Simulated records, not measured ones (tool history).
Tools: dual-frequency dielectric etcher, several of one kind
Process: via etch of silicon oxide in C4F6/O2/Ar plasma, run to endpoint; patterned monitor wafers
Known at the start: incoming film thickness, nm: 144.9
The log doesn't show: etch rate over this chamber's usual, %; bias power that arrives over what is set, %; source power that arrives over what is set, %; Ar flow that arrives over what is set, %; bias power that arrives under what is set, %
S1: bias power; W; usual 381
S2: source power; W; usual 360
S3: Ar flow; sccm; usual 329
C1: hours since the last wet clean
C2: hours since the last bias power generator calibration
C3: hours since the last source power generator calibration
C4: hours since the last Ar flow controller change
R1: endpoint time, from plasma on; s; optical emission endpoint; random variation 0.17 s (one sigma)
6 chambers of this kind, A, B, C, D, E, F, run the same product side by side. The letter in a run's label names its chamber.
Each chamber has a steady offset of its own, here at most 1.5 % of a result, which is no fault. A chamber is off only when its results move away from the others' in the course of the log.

run 1C hour=5.7 | S1=381 S2=360 S3=329 | C1=405.4 C2=843.3 C3=3537.5 C4=2734.3 | R1=36.593
run 2D hour=14.6 | S1=381 S2=360 S3=329 | C1=213.1 C2=3611.2 C3=1715.1 C4=2016.9 | R1=37.41
run 3F hour=25.4 | S1=381 S2=360 S3=329 | C1=53.7 C2=2371 C3=290.9 C4=628.4 | R1=37.304
run 4B hour=30.1 | S1=381 S2=360 S3=329 | C1=374.1 C2=1297.5 C3=1375.1 C4=1716.7 | R1=37.384
run 5E hour=36.3 | S1=381 S2=360 S3=329 | C1=333.6 C2=3187.7 C3=2439.7 C4=2333.6 | R1=37.102
run 6A hour=42.2 | S1=381 S2=360 S3=329 | C1=72.3 C2=872.4 C3=771.9 C4=5537.6 | R1=37.56
run 7E hour=52.8 | S1=381 S2=360 S3=329 | C1=350.1 C2=3204.2 C3=2456.2 C4=2350.1 | R1=37.01
run 8C hour=62.7 | S1=381 S2=360 S3=329 | C1=462.4 C2=900.3 C3=3594.5 C4=2791.3 | R1=36.968
run 9B hour=70.6 | S1=381 S2=360 S3=329 | C1=414.6 C2=1338 C3=1415.6 C4=1757.2 | R1=37.079
run 10A hour=77.5 | S1=381 S2=360 S3=329 | C1=107.6 C2=907.7 C3=807.2 C4=5572.9 | R1=37.46
run 11F hour=83.1 | S1=381 S2=360 S3=329 | C1=111.4 C2=2428.7 C3=348.6 C4=686.1 | R1=36.801
-- hour=86.6 chamber C: wet clean of the chamber
run 12D hour=93.1 | S1=381 S2=360 S3=329 | C1=291.6 C2=3689.7 C3=1793.6 C4=2095.4 | R1=37.292
run 13F hour=99.6 | S1=381 S2=360 S3=329 | C1=127.9 C2=2445.2 C3=365.1 C4=702.6 | R1=36.923
run 14C hour=105.7 | S1=381 S2=360 S3=329 | C1=19.1 C2=943.3 C3=3637.5 C4=2834.3 | R1=36.77
run 15E hour=113.5 | S1=381 S2=360 S3=329 | C1=410.8 C2=3264.9 C3=2516.9 C4=2410.8 | R1=37.034
run 16D hour=122.6 | S1=381 S2=360 S3=329 | C1=321.1 C2=3719.2 C3=1823.1 C4=2124.9 | R1=37.057
run 17A hour=132 | S1=381 S2=360 S3=329 | C1=162.1 C2=962.2 C3=861.7 C4=5627.4 | R1=37.444
-- hour=134.3 chamber B: wet clean of the chamber
run 18B hour=143 | S1=381 S2=360 S3=329 | C1=8.7 C2=1410.4 C3=1488 C4=1829.6 | R1=36.032
run 19D hour=150 | S1=381 S2=360 S3=329 | C1=348.5 C2=3746.6 C3=1850.5 C4=2152.3 | R1=37.247
run 20E hour=157 | S1=381 S2=360 S3=329 | C1=454.3 C2=3308.4 C3=2560.4 C4=2454.3 | R1=36.95
run 21B hour=162 | S1=381 S2=360 S3=329 | C1=27.7 C2=1429.4 C3=1507 C4=1848.6 | R1=36.019
-- hour=164.5 chamber E: wet clean of the chamber
run 22F hour=172.8 | S1=381 S2=360 S3=370 | C1=201.1 C2=2518.4 C3=438.3 C4=775.8 | R1=37.717
run 23A hour=180.8 | S1=381 S2=360 S3=370 | C1=210.9 C2=1011 C3=910.5 C4=5676.2 | R1=38.006
run 24C hour=191.7 | S1=381 S2=360 S3=370 | C1=105.1 C2=1029.3 C3=3723.5 C4=2920.3 | R1=37.58
run 25D hour=196.4 | S1=381 S2=360 S3=370 | C1=394.9 C2=3793 C3=1896.9 C4=2198.7 | R1=37.693
-- hour=202.3 chamber E: source power generator calibrated
run 26A hour=205.4 | S1=381 S2=360 S3=370 | C1=235.5 C2=1035.6 C3=935.1 C4=5700.8 | R1=38.252
run 27F hour=210.8 | S1=381 S2=360 S3=370 | C1=239.1 C2=2556.4 C3=476.3 C4=813.8 | R1=37.608
run 28E hour=217.7 | S1=381 S2=360 S3=329 | C1=53.2 C2=3369.1 C3=15.4 C4=2515 | R1=37.195
run 29C hour=228.4 | S1=381 S2=360 S3=329 | C1=141.8 C2=1066 C3=3760.2 C4=2957 | R1=36.994
run 30B hour=239 | S1=381 S2=360 S3=329 | C1=104.7 C2=1506.4 C3=1584 C4=1925.6 | R1=35.77
run 31D hour=247.2 | S1=381 S2=360 S3=329 | C1=445.7 C2=3843.8 C3=1947.7 C4=2249.5 | R1=36.808
run 32A hour=254.8 | S1=381 S2=360 S3=329 | C1=284.9 C2=1085 C3=984.5 C4=5750.2 | R1=37.481
run 33F hour=260.8 | S1=381 S2=360 S3=329 | C1=289.1 C2=2606.4 C3=526.3 C4=863.8 | R1=37.268
run 34C hour=271.7 | S1=381 S2=360 S3=329 | C1=185.1 C2=1109.3 C3=3803.5 C4=3000.3 | R1=36.857
run 35B hour=278.2 | S1=381 S2=360 S3=329 | C1=143.9 C2=1545.6 C3=1623.2 C4=1964.8 | R1=35.688
run 36E hour=283.2 | S1=381 S2=360 S3=329 | C1=118.7 C2=3434.6 C3=80.9 C4=2580.5 | R1=36.936
run 37F hour=289.7 | S1=381 S2=360 S3=329 | C1=318 C2=2635.3 C3=555.2 C4=892.7 | R1=36.949
run 38E hour=296.1 | S1=381 S2=360 S3=329 | C1=131.6 C2=3447.5 C3=93.8 C4=2593.4 | R1=36.809
run 39B hour=301.6 | S1=381 S2=360 S3=329 | C1=167.3 C2=1569 C3=1646.6 C4=1988.2 | R1=35.812
run 40A hour=309.8 | S1=381 S2=360 S3=371 | C1=339.9 C2=1140 C3=1039.5 C4=5805.2 | R1=37.946
run 41D hour=319.9 | S1=381 S2=360 S3=371 | C1=518.4 C2=3916.5 C3=2020.4 C4=2322.2 | R1=37.828

Next, every chamber runs the same settings. What will each give?
run 42A hour=327.7 | S1=381 S2=360 S3=358 | R1=?
run 42B hour=327.7 | S1=381 S2=360 S3=358 | R1=?
run 42C hour=327.7 | S1=381 S2=360 S3=358 | R1=?
run 42D hour=327.7 | S1=381 S2=360 S3=358 | R1=?
run 42E hour=327.7 | S1=381 S2=360 S3=358 | R1=?
run 42F hour=327.7 | S1=381 S2=360 S3=358 | R1=?

run=42A R1=37.828
run=42B R1=36.248
run=42C R1=37.108
run=42D R1=37.353
run=42E R1=37.123
run=42F R1=36.915

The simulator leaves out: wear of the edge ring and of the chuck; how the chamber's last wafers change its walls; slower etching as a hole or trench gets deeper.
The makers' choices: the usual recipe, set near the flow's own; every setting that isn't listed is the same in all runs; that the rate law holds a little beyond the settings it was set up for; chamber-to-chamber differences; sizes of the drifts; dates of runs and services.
